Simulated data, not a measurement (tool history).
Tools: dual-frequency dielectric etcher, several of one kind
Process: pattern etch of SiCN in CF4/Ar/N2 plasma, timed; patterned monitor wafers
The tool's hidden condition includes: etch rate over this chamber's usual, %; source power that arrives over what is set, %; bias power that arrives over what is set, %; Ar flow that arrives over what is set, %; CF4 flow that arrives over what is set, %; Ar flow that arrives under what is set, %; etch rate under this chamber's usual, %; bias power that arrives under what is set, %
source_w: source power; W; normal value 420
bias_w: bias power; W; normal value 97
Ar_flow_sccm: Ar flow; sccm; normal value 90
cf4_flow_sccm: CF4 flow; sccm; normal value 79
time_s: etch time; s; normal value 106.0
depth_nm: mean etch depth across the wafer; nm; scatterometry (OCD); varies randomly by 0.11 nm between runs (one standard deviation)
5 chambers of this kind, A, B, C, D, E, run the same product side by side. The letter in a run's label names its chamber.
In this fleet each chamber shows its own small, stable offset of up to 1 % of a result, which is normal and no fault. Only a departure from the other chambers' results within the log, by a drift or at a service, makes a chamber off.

run	hour	source_w	bias_w	Ar_flow_sccm	cf4_flow_sccm	time_s	hours since the last wet clean	hours since the last source power generator calibration	hours since the last bias power generator calibration	hours since the last Ar flow controller change	hours since the last CF4 flow controller change	read-back reference wafer on the same gauge, depth_nm	depth_nm
1C	8.7	420	97	90	79	106.0	203.9	744.1	510.0	401.2	99.8	100.11	98.226
2D	13.2	420	97	90	79	106.0	445.0	954.2	1090.8	2463.2	1302.1	100.13	98.085
3A	17.7	420	97	90	79	106.0	373.6	2140.0	2810.0	1896.7	5852.9	100.14	97.729
4E	24.0	420	97	90	79	106.0	473.5	40.8	2610.9	2067.0	286.6	100.12	99.328
5B	28.6	420	97	90	79	106.0	140.7	1545.2	325.6	746.9	207.7	100.16	98.716
6B	33.5	420	97	90	79	106.0	145.6	1550.1	330.5	751.8	212.6	100.13	98.435
7C	40.0	420	97	102	73	106.0	235.2	775.4	541.3	432.5	131.1	100.19	95.739
8A	49.6	420	97	102	73	106.0	405.5	2171.9	2841.9	1928.6	5884.8	100.15	95.447
9D	59.0	420	97	102	73	106.0	490.8	1000.0	1136.6	2509.0	1347.9	100.20	95.428
10E	64.9	420	97	102	73	106.0	514.4	81.7	2651.8	2107.9	327.5	100.20	96.716
11B	74.4	420	97	102	73	106.0	186.5	1591.0	371.4	792.7	253.5	100.23	96.040
# hour 76.5: chamber A: wet clean of the chamber
12A	82.6	420	97	90	79	106.0	6.2	2204.9	2874.9	1961.6	5917.8	100.23	97.805
13C	87.3	420	97	90	79	106.0	282.5	822.7	588.6	479.8	178.4	100.22	98.392
14D	96.0	420	97	90	79	134.5	527.8	1037.0	1173.6	2546.0	1384.9	100.27	124.570
15E	103.8	420	97	90	79	134.5	553.3	120.6	2690.7	2146.8	366.4	100.29	126.150
16A	113.6	420	97	90	79	134.5	37.2	2235.9	2905.9	1992.6	5948.8	100.30	124.280
# hour 114.5: chamber A: CF4 flow controller replaced
17E	121.8	420	97	90	79	134.5	571.3	138.6	2708.7	2164.8	384.4	100.31	126.290
18D	126.5	420	97	90	79	134.5	558.3	1067.5	1204.1	2576.5	1415.4	100.33	124.610
19C	131.1	420	97	90	79	106.0	326.3	866.5	632.4	523.6	222.2	100.32	98.583
20B	140.2	420	97	90	79	106.0	252.3	1656.8	437.2	858.5	319.3	100.33	98.711
21B	149.9	420	97	90	79	106.0	262.0	1666.5	446.9	868.2	329.0	100.35	98.801
22C	160.0	420	97	90	79	106.0	355.2	895.4	661.3	552.5	251.1	100.39	98.640
# hour 164.1: chamber D: wet clean of the chamber
23D	168.4	420	97	90	79	106.0	4.3	1109.4	1246.0	2618.4	1457.3	100.39	98.460
24A	177.7	420	97	90	79	89.0	101.3	2300.0	2970.0	2056.7	63.2	100.41	82.300
# hour 184.3: chamber C: wet clean of the chamber
25E	184.6	420	97	90	79	89.0	634.1	201.4	2771.5	2227.6	447.2	100.41	83.595
26E	189.0	420	97	90	79	89.0	638.5	205.8	2775.9	2232.0	451.6	100.44	83.545
# hour 193.3: chamber E: wet clean of the chamber
27D	193.4	420	97	90	79	89.0	29.3	1134.4	1271.0	2643.4	1482.3	100.43	82.593
28C	201.0	420	97	90	79	89.0	16.7	936.4	702.3	593.5	292.1	100.47	82.933
29B	205.9	420	97	90	79	106.0	318.0	1722.5	502.9	924.2	385.0	100.45	98.665
30A	213.8	420	97	90	79	106.0	137.4	2336.1	3006.1	2092.8	99.3	100.49	97.921
31A	218.5	420	97	90	79	106.0	142.1	2340.8	3010.8	2097.5	104.0	100.49	97.980
32B	226.8	420	97	90	79	106.0	338.9	1743.4	523.8	945.1	405.9	100.49	99.178
33D	232.6	420	97	90	79	106.0	68.5	1173.6	1310.2	2682.6	1521.5	100.52	98.334
34E	238.7	420	97	90	79	106.0	45.4	255.5	2825.6	2281.7	501.3	100.55	99.670
35C	246.0	420	97	90	79	106.0	61.7	981.4	747.3	638.5	337.1	100.55	98.664
36B	251.2	420	97	90	79	106.0	363.3	1767.8	548.2	969.5	430.3	100.56	98.913

Next, every chamber runs the same settings. What will each give?
37A	258.5	420	97	90	91	106.0							?
37B	258.5	420	97	90	91	106.0							?
37C	258.5	420	97	90	91	106.0							?
37D	258.5	420	97	90	91	106.0							?
37E	258.5	420	97	90	91	106.0							?

run	depth_nm
37A	99.928
37B	100.820
37C	100.340
37D	100.160
37E	101.730

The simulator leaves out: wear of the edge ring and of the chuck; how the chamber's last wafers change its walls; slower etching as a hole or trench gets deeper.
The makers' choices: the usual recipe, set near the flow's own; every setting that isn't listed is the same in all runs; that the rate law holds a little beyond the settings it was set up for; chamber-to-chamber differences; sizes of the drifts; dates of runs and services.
